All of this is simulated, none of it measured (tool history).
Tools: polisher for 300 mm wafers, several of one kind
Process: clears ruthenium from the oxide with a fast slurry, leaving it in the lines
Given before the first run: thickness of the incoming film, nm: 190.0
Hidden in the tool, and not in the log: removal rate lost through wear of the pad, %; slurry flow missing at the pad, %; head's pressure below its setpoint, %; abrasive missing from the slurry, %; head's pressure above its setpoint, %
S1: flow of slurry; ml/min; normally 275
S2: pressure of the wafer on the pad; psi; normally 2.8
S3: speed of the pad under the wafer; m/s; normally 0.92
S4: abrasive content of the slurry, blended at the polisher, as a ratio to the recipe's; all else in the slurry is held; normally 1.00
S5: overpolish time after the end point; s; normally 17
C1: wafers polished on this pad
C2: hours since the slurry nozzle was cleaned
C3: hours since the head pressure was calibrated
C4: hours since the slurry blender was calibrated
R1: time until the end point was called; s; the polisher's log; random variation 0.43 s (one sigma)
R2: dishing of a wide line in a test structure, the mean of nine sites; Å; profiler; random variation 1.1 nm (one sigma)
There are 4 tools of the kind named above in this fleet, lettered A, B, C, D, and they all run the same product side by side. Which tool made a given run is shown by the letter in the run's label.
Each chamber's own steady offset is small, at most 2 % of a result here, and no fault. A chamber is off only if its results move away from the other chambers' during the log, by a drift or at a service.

run	hour	S1	S2	S3	S4	S5	C1	C2	C3	C4	R1	R2
1C	7.6	275	2.8	0.92	1.00	17	237	587.3	547.1	138.2	43.580	585.10
2D	14.1	275	2.8	0.92	1.00	17	1093	268.0	885.5	90.5	41.809	603.78
3A	19.6	275	2.8	0.92	1.00	17	534	94.0	250.3	87.4	42.623	583.06
4B	23.6	275	2.8	0.92	1.00	17	353	140.2	478.1	154.4	42.225	602.33
5A	27.3	275	2.8	0.92	1.00	17	622	101.7	258.0	95.1	42.051	616.12
# hour 31.5: chamber A: worn pad replaced by a new one
6C	32.5	275	2.8	0.92	1.00	17	521	612.2	572.0	163.1	44.066	624.60
7B	37.0	275	2.8	0.92	1.00	17	506	153.6	491.5	167.8	42.175	600.52
8D	40.7	275	2.8	0.92	1.00	17	1396	294.6	912.1	117.1	42.320	609.23
# hour 44.2: chamber D: worn pad replaced by a new one
9C	46.4	275	2.8	0.92	1.00	17	680	626.1	585.9	177.0	43.469	606.21
10A	51.9	275	2.8	0.92	1.00	17	233	126.3	282.6	119.7	41.779	618.07
# hour 53.1: chamber C: worn pad replaced by a new one
11B	56.4	185	2.8	0.92	1.00	17	727	173.0	510.9	187.2	44.950	576.77
12D	63.1	185	2.8	0.92	1.00	17	215	317.0	934.5	139.5	43.983	586.67
# hour 63.6: chamber B: worn pad replaced by a new one
13A	68.7	185	2.8	0.92	1.00	17	424	143.1	299.4	136.5	44.120	570.00
14D	77.0	185	2.8	0.92	1.00	17	374	330.9	948.4	153.4	44.396	595.05
# hour 81.6: chamber C: slurry nozzle cleaned
# hour 84.3: chamber A: worn pad replaced by a new one
15B	84.6	275	2.8	0.92	1.00	17	239	201.2	539.1	215.4	42.843	602.69
16C	90.9	275	3.2	0.92	1.00	17	431	9.3	630.4	221.5	38.108	684.10
17C	96.1	275	3.2	0.92	1.00	17	490	14.5	635.6	226.7	37.915	667.48
18B	99.8	275	3.2	0.92	1.00	17	413	216.4	554.3	230.6	37.311	691.40
19D	105.2	275	3.2	0.92	1.00	17	695	359.1	976.6	181.6	37.807	686.99
20A	109.7	275	2.8	0.92	1.00	17	290	184.1	340.4	177.5	41.907	628.49
21A	114.8	275	2.8	0.92	1.00	17	348	189.2	345.5	182.6	42.040	603.71
# hour 115.5: chamber C: worn pad replaced by a new one
22B	119.1	240	2.8	0.92	1.00	17	633	235.7	573.6	249.9	43.056	601.23
23C	126.4	240	2.8	0.92	1.00	17	124	44.8	665.9	257.0	43.183	584.25
# hour 129.4: chamber B: worn pad replaced by a new one
# hour 132.9: chamber A: slurry blender recalibrated
24D	134.9	240	2.8	0.92	1.00	17	1034	388.8	1006.3	211.3	44.417	579.44
25C	142.2	240	2.8	0.92	1.00	17	304	60.6	681.7	272.8	44.186	617.98
# hour 143.6: chamber A: slurry nozzle cleaned
# hour 146.7: chamber A: worn pad replaced by a new one
26D	148.6	275	2.8	0.92	1.00	17	1190	402.5	1020.0	225.0	44.018	588.53
# hour 154.1: chamber D: worn pad replaced by a new one
# hour 154.9: chamber A: head pressure recalibrated
27B	156.0	275	2.8	0.92	1.00	17	303	272.6	610.5	286.8	42.173	587.00
28A	161.1	275	2.8	0.92	1.00	17	164	17.5	6.3	28.3	41.743	604.28
# hour 168.0: chamber C: head pressure recalibrated
29A	168.5	275	2.8	0.92	1.00	17	249	24.9	13.7	35.7	43.116	611.18
# hour 171.6: chamber C: slurry blender recalibrated
30B	172.1	215	2.8	0.92	0.90	17	487	288.7	626.6	302.9	46.149	548.43
# hour 172.5: chamber C: worn pad replaced by a new one
# hour 178.3: chamber B: slurry blender recalibrated
31D	180.0	215	2.8	0.92	0.90	17	295	433.9	1051.4	256.4	48.390	538.03
32C	184.5	215	2.8	0.92	0.90	17	137	102.9	16.5	12.9	46.852	563.58
33C	189.4	215	2.8	0.92	0.90	17	193	107.8	21.4	17.8	46.723	551.24
# hour 192.4: chamber D: head pressure recalibrated
34D	194.8	275	2.8	0.92	1.00	17	464	448.7	2.4	271.2	45.377	563.67
# hour 198.6: chamber B: worn pad replaced by a new one
35A	202.2	275	2.8	0.92	1.00	17	633	58.6	47.4	69.4	41.922	602.89
36B	207.9	275	2.8	0.92	0.85	17	106	324.5	662.4	29.6	46.627	558.13
# hour 212.4: chamber D: slurry nozzle cleaned
37D	214.5	275	2.8	0.92	0.85	17	688	2.1	22.1	290.9	49.823	529.47
38C	218.2	275	2.8	0.92	0.85	17	521	136.6	50.2	46.6	47.718	574.67

The same settings go to every chamber for the next run, one line per chamber below. Forecast the results for each:
39A	224.3	275	2.8	0.92	1.00	21					?	?
39B	224.3	275	2.8	0.92	1.00	21					?	?
39C	224.3	275	2.8	0.92	1.00	21					?	?
39D	224.3	275	2.8	0.92	1.00	21					?	?

run	R1	R2
39A	42.584	733.84
39B	42.488	746.51
39C	42.885	737.22
39D	46.083	681.41
